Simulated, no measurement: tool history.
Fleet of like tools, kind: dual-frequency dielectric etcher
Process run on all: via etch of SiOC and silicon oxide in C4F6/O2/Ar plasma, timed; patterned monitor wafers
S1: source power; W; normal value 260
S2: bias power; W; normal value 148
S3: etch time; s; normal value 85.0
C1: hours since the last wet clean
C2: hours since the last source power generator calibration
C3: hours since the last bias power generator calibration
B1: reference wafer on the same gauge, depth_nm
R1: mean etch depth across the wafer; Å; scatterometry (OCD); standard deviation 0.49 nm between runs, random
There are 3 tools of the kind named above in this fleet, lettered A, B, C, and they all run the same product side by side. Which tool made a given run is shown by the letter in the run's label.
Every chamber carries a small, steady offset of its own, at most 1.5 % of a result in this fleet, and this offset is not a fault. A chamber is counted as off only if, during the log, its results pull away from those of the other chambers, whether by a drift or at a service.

| run | hour | S1 | S2 | S3 | C1 | C2 | C3 | B1 | R1 |
|---|---|---|---|---|---|---|---|---|---|
| 1A | 10.5 | 260 | 148 | 85.0 | 387.5 | 2938.8 | 2681.7 | 68.036 | 760.07 |
|  | 21.2 | chamber C: wet clean of the chamber |
| 2C | 22.4 | 260 | 148 | 85.0 | 1.2 | 3374.8 | 1201.1 | 68.035 | 747.35 |
| 3B | 29.0 | 260 | 148 | 85.0 | 88.0 | 2746.8 | 2278.2 | 68.089 | 755.87 |
| 4A | 36.7 | 260 | 148 | 85.0 | 413.7 | 2965.0 | 2707.9 | 67.850 | 765.61 |
| 5B | 42.3 | 260 | 148 | 85.0 | 101.3 | 2760.1 | 2291.5 | 68.104 | 756.86 |
| 6C | 52.7 | 260 | 148 | 103.0 | 31.5 | 3405.1 | 1231.4 | 67.968 | 913.83 |
| 7A | 64.5 | 260 | 148 | 103.0 | 441.5 | 2992.8 | 2735.7 | 67.887 | 920.19 |
| 8B | 73.9 | 260 | 148 | 103.0 | 132.9 | 2791.7 | 2323.1 | 67.995 | 924.80 |
| 9C | 79.8 | 260 | 148 | 85.0 | 58.6 | 3432.2 | 1258.5 | 67.969 | 750.02 |
| 10B | 89.0 | 260 | 148 | 85.0 | 148.0 | 2806.8 | 2338.2 | 67.950 | 763.32 |
|  | 94.5 | chamber A: wet clean of the chamber |
| 11A | 99.8 | 260 | 148 | 85.0 | 5.3 | 3028.1 | 2771.0 | 68.010 | 802.99 |
| 12C | 111.4 | 260 | 148 | 85.0 | 90.2 | 3463.8 | 1290.1 | 67.934 | 751.49 |
| 13C | 121.6 | 260 | 148 | 85.0 | 100.4 | 3474.0 | 1300.3 | 68.136 | 749.27 |
| 14B | 126.9 | 260 | 148 | 85.0 | 185.9 | 2844.7 | 2376.1 | 68.058 | 755.97 |
| 15A | 132.8 | 260 | 148 | 85.0 | 38.3 | 3061.1 | 2804.0 | 67.874 | 795.42 |
| 16B | 142.6 | 260 | 148 | 85.0 | 201.6 | 2860.4 | 2391.8 | 67.906 | 754.47 |
| 17A | 150.9 | 210 | 148 | 68.0 | 56.4 | 3079.2 | 2822.1 | 68.078 | 587.07 |
| 18C | 158.7 | 210 | 148 | 68.0 | 137.5 | 3511.1 | 1337.4 | 68.117 | 555.20 |
| 19C | 168.7 | 210 | 148 | 68.0 | 147.5 | 3521.1 | 1347.4 | 68.099 | 556.99 |
| 20B | 179.0 | 260 | 159 | 67.5 | 238.0 | 2896.8 | 2428.2 | 68.040 | 613.94 |
| 21A | 190.2 | 260 | 159 | 67.5 | 95.7 | 3118.5 | 2861.4 | 68.013 | 652.70 |
| 22B | 197.2 | 260 | 159 | 67.5 | 256.2 | 2915.0 | 2446.4 | 67.989 | 613.34 |
| 23C | 205.3 | 260 | 148 | 85.0 | 184.1 | 3557.7 | 1384.0 | 67.939 | 750.52 |
| 24A | 210.8 | 300 | 164 | 85.0 | 116.3 | 3139.1 | 2882.0 | 67.933 | 864.28 |
|  | 214.7 | chamber B: bias power generator calibrated |
| 25C | 220.4 | 300 | 164 | 85.0 | 199.2 | 3572.8 | 1399.1 | 68.037 | 828.12 |
| 26B | 229.7 | 300 | 164 | 85.0 | 288.7 | 2947.5 | 15.1 | 68.026 | 825.30 |
| 27A | 236.1 | 240 | 148 | 106.5 | 141.6 | 3164.4 | 2907.3 | 67.976 | 982.87 |
| 28B | 246.0 | 240 | 148 | 106.5 | 305.0 | 2963.8 | 31.4 | 68.061 | 917.98 |
| 29A | 255.5 | 240 | 148 | 106.5 | 161.0 | 3183.8 | 2926.7 | 68.169 | 979.36 |
| 30C | 261.2 | 260 | 148 | 85.0 | 240.0 | 3613.6 | 1439.9 | 67.987 | 755.60 |
| 31C | 268.0 | 260 | 148 | 85.0 | 246.8 | 3620.4 | 1446.7 | 68.132 | 760.93 |
| 32A | 278.8 | 260 | 148 | 85.0 | 184.3 | 3207.1 | 2950.0 | 67.878 | 803.49 |
| 33B | 289.2 | 260 | 148 | 85.0 | 348.2 | 3007.0 | 74.6 | 68.044 | 754.52 |

All chambers now run identical settings, listed one chamber a line with results as question marks. What results will each chamber show?
| 34A | 298.0 | 260 | 148 | 85.0 |  |  |  |  | ? |
| 34B | 298.0 | 260 | 148 | 85.0 |  |  |  |  | ? |
| 34C | 298.0 | 260 | 148 | 85.0 |  |  |  |  | ? |

| run | R1 |
|---|---|
| 34A | 802.83 |
| 34B | 747.42 |
| 34C | 746.89 |
